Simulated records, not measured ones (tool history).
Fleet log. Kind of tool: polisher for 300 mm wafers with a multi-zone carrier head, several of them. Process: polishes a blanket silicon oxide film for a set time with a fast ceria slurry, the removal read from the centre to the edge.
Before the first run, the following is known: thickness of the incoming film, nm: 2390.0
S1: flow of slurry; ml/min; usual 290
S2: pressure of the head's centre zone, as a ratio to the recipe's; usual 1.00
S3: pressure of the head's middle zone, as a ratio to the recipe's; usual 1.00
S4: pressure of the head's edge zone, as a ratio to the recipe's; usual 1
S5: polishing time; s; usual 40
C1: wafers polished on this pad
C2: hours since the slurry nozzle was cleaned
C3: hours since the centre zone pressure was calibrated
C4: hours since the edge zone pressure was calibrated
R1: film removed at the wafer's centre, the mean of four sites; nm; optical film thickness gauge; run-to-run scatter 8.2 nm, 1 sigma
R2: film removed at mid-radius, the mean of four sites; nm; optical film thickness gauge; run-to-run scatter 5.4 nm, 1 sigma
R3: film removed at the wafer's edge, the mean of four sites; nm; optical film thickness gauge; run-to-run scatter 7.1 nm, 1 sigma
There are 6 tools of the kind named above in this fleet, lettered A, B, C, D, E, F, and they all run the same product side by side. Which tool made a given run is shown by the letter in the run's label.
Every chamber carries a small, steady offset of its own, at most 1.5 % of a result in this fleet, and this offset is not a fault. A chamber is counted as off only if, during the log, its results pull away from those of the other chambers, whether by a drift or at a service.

At hour 0.9: chamber C: edge zone pressure recalibrated.
Run 1E, hour 10.4: usual settings; C1 554; C2 314.3; C3 781.8; C4 163.8. Result: R1 575.93 nm, R2 577.54 nm, R3 561.45 nm.
At hour 13.3: chamber E: centre zone pressure recalibrated.
Run 2B, hour 21.3: usual settings; C1 835; C2 611.1; C3 276.3; C4 667.3. Result: R1 568.58 nm, R2 570.55 nm, R3 555.32 nm.
Run 3F, hour 27.6: usual settings; C1 799; C2 542.7; C3 755.2; C4 39.6. Result: R1 560.29 nm, R2 542.20 nm, R3 561.58 nm.
At hour 29.1: chamber F: worn pad replaced by a new one.
Run 4A, hour 40.0: usual settings; C1 758; C2 502.7; C3 415.5; C4 495.1. Result: R1 573.43 nm, R2 565.10 nm, R3 562.26 nm.
At hour 50.6: chamber C: slurry nozzle cleaned.
Run 5C, hour 51.2: usual settings; C1 658; C2 0.6; C3 394.4; C4 50.3. Result: R1 568.99 nm, R2 563.78 nm, R3 572.01 nm.
Run 6D, hour 58.8: usual settings; C1 783; C2 477.9; C3 682.2; C4 230.0. Result: R1 577.40 nm, R2 563.54 nm, R3 557.99 nm.
Run 7C, hour 67.7: usual settings but S2 0.95; C1 791; C2 17.1; C3 410.9; C4 66.8. Result: R1 534.39 nm, R2 568.39 nm, R3 576.85 nm.
At hour 75.8: chamber E: worn pad replaced by a new one.
Run 8E, hour 78.5: usual settings but S2 0.95; C1 22; C2 382.4; C3 65.2; C4 231.9. Result: R1 544.37 nm, R2 573.23 nm, R3 574.77 nm.
Run 9D, hour 85.6: usual settings but S2 0.95; C1 1000; C2 504.7; C3 709.0; C4 256.8. Result: R1 519.48 nm, R2 562.41 nm, R3 563.75 nm.
At hour 89.6: chamber B: worn pad replaced by a new one.
Run 10B, hour 93.1: usual settings but S2 0.95; C1 28; C2 682.9; C3 348.1; C4 739.1. Result: R1 550.39 nm, R2 573.56 nm, R3 575.54 nm.
At hour 94.6: chamber A: worn pad replaced by a new one.
At hour 95.5: chamber C: worn pad replaced by a new one.
At hour 102.5: chamber D: worn pad replaced by a new one.
At hour 104.5: chamber D: centre zone pressure recalibrated.
Run 11A, hour 105.6: usual settings but S2 0.95; C1 89; C2 568.3; C3 481.1; C4 560.7. Result: R1 530.53 nm, R2 561.84 nm, R3 571.02 nm.
At hour 109.4: chamber A: centre zone pressure recalibrated.
Run 12F, hour 115.4: usual settings but S2 0.95; C1 699; C2 630.5; C3 843.0; C4 127.4. Result: R1 526.38 nm, R2 545.94 nm, R3 555.10 nm.
Run 13F, hour 121.9: usual settings; C1 751; C2 637.0; C3 849.5; C4 133.9. Result: R1 569.64 nm, R2 558.30 nm, R3 561.68 nm.
At hour 123.4: chamber F: worn pad replaced by a new one.
Run 14A, hour 129.1: usual settings; C1 279; C2 591.8; C3 19.7; C4 584.2. Result: R1 507.77 nm, R2 564.05 nm, R3 572.36 nm.
At hour 142.1: chamber F: slurry nozzle cleaned.
Run 15B, hour 142.4: usual settings; C1 427; C2 732.2; C3 397.4; C4 788.4. Result: R1 570.27 nm, R2 566.07 nm, R3 554.00 nm.
Run 16C, hour 151.8: usual settings; C1 455; C2 101.2; C3 495.0; C4 150.9. Result: R1 575.63 nm, R2 553.96 nm, R3 575.57 nm.
Run 17D, hour 160.4: usual settings; C1 469; C2 579.5; C3 55.9; C4 331.6. Result: R1 577.37 nm, R2 571.84 nm, R3 564.60 nm.
Run 18E, hour 169.1: usual settings but S2 1.08; C1 755; C2 473.0; C3 155.8; C4 322.5. Result: R1 611.50 nm, R2 571.38 nm, R3 561.21 nm.
Run 19F, hour 178.8: usual settings but S2 1.08; C1 449; C2 36.7; C3 906.4; C4 190.8. Result: R1 616.45 nm, R2 557.62 nm, R3 563.97 nm.
Run 20B, hour 187.0: usual settings but S2 1.08; C1 788; C2 776.8; C3 442.0; C4 833.0. Result: R1 624.29 nm, R2 583.08 nm, R3 554.90 nm.
At hour 187.5: chamber D: slurry nozzle cleaned.
Run 21C, hour 195.3: usual settings but S2 1.08; C1 807; C2 144.7; C3 538.5; C4 194.4. Result: R1 641.34 nm, R2 565.92 nm, R3 568.89 nm.
At hour 201.0: chamber B: slurry nozzle cleaned.
At hour 201.3: chamber E: worn pad replaced by a new one.
At hour 203.3: chamber A: slurry nozzle cleaned.
Run 22A, hour 203.6: usual settings but S2 1.08; C1 882; C2 0.3; C3 94.2; C4 658.7. Result: R1 555.40 nm, R2 571.38 nm, R3 582.02 nm.
Run 23D, hour 215.6: usual settings but S2 1.08; C1 916; C2 28.1; C3 111.1; C4 386.8. Result: R1 611.57 nm, R2 560.72 nm, R3 553.37 nm.
At hour 219.2: chamber E: edge zone pressure recalibrated.
Run 24E, hour 221.8: usual settings; C1 166; C2 525.7; C3 208.5; C4 2.6. Result: R1 578.47 nm, R2 574.41 nm, R3 563.71 nm.
Run 25D, hour 230.7: usual settings; C1 1038; C2 43.2; C3 126.2; C4 401.9. Result: R1 576.53 nm, R2 565.74 nm, R3 564.47 nm.
At hour 232.6: chamber D: worn pad replaced by a new one.
At hour 232.7: chamber F: worn pad replaced by a new one.
Run 26B, hour 236.8: usual settings; C1 1192; C2 35.9; C3 491.8; C4 882.8. Result: R1 561.97 nm, R2 566.88 nm, R3 561.82 nm.
Run 27E, hour 242.8: usual settings; C1 336; C2 546.7; C3 229.5; C4 23.6. Result: R1 581.57 nm, R2 568.86 nm, R3 578.82 nm.
At hour 242.9: chamber C: worn pad replaced by a new one.
Run 28F, hour 249.0: usual settings; C1 132; C2 106.9; C3 976.6; C4 261.0. Result: R1 568.21 nm, R2 563.96 nm, R3 572.67 nm.
Run 29A, hour 255.3: usual settings; C1 1301; C2 52.0; C3 145.9; C4 710.4. Result: R1 495.11 nm, R2 560.43 nm, R3 569.53 nm.
At hour 255.9: chamber B: worn pad replaced by a new one.
Run 30C, hour 265.5: usual settings; C1 183; C2 214.9; C3 608.7; C4 264.6. Result: R1 567.54 nm, R2 565.80 nm, R3 575.38 nm.
At hour 273.5: chamber C: edge zone pressure recalibrated.
At hour 275.1: chamber A: worn pad replaced by a new one.
Run 31F, hour 275.7: usual settings; C1 348; C2 133.6; C3 1003.3; C4 287.7. Result: R1 531.71 nm, R2 560.80 nm, R3 562.60 nm.
Run 32B, hour 287.4: usual settings but S3 0.94, S5 31 s; C1 255; C2 86.5; C3 542.4; C4 933.4. Result: R1 442.97 nm, R2 409.74 nm, R3 431.15 nm.
Run 33E, hour 299.4: usual settings but S3 0.94, S5 31 s; C1 794; C2 603.3; C3 286.1; C4 80.2. Result: R1 435.56 nm, R2 412.77 nm, R3 444.58 nm.
Run 34A, hour 307.8: usual settings but S3 0.94, S5 31 s; C1 264; C2 104.5; C3 198.4; C4 762.9. Result: R1 404.34 nm, R2 417.00 nm, R3 445.24 nm.
Run 35C, hour 313.7: usual settings but S3 0.94, S5 31 s; C1 573; C2 263.1; C3 656.9; C4 40.3. Result: R1 440.25 nm, R2 408.65 nm, R3 445.85 nm.
Run 36D, hour 323.4: usual settings but S3 0.94, S5 31 s; C1 735; C2 135.9; C3 218.9; C4 494.6. Result: R1 439.11 nm, R2 403.13 nm, R3 438.91 nm.
At hour 329.7: chamber F: worn pad replaced by a new one.
Run 37F, hour 331.7: usual settings but S3 0.94, S5 31 s; C1 16; C2 189.6; C3 1059.3; C4 343.7. Result: R1 429.42 nm, R2 411.48 nm, R3 443.06 nm.
Run 38A, hour 340.1: usual settings; C1 526; C2 136.8; C3 230.7; C4 795.2. Result: R1 532.83 nm, R2 559.79 nm, R3 567.05 nm.
Run 39B, hour 346.5: usual settings but S3 1.12; C1 733; C2 145.6; C3 601.5; C4 992.5. Result: R1 553.70 nm, R2 629.66 nm, R3 557.87 nm.

Decide between three cases: one chamber stands off from its peers, the gauge reading all wafers drifts, or nothing is wrong past each chamber's small offset. Where a chamber is off, say which and what most likely put it there.

A service on chamber A put it out of line with the rest.
Most likely cause: centre zone's pressure below its setpoint, % = 9.38.

Which of the 4 candidates below, each the usual settings with something changed and its results left as question marks, puts chamber A back in line with what the other chambers give on the usual settings?
In line here means within this much of the mean the other chambers give on the usual settings: R1 29.00 nm; R2 19.00 nm; R3 25.00 nm
Run 40A-1, hour 356.2: usual settings but S1 295 ml/min, S2 1.08, S3 0.98, S4 0.97, S5 41 s. Result: R1 ?, R2 ?, R3 ?.
Run 40A-2, hour 356.2: usual settings but S1 300 ml/min, S2 1.15, S3 0.97, S4 0.95, S5 41 s. Result: R1 ?, R2 ?, R3 ?.
Run 40A-3, hour 356.2: usual settings but S1 280 ml/min, S2 0.85, S3 1.03, S4 1.05, S5 39 s. Result: R1 ?, R2 ?, R3 ?.
Run 40A-4, hour 356.2: usual settings but S1 285 ml/min, S2 0.92, S3 1.02, S4 1.03, S5 39 s. Result: R1 ?, R2 ?, R3 ?.

On the usual settings, the other chambers give on average: R1 564.69 nm; R2 564.75 nm; R3 566.38 nm
  run      R1      R2      R3
40A-1  568.95  570.30  574.49
40A-2  609.97  565.76  569.23
40A-3  414.04  565.21  566.78
40A-4  452.72  561.05  561.92
40A-1 is the one that brings the chamber's results back in line with the other chambers.
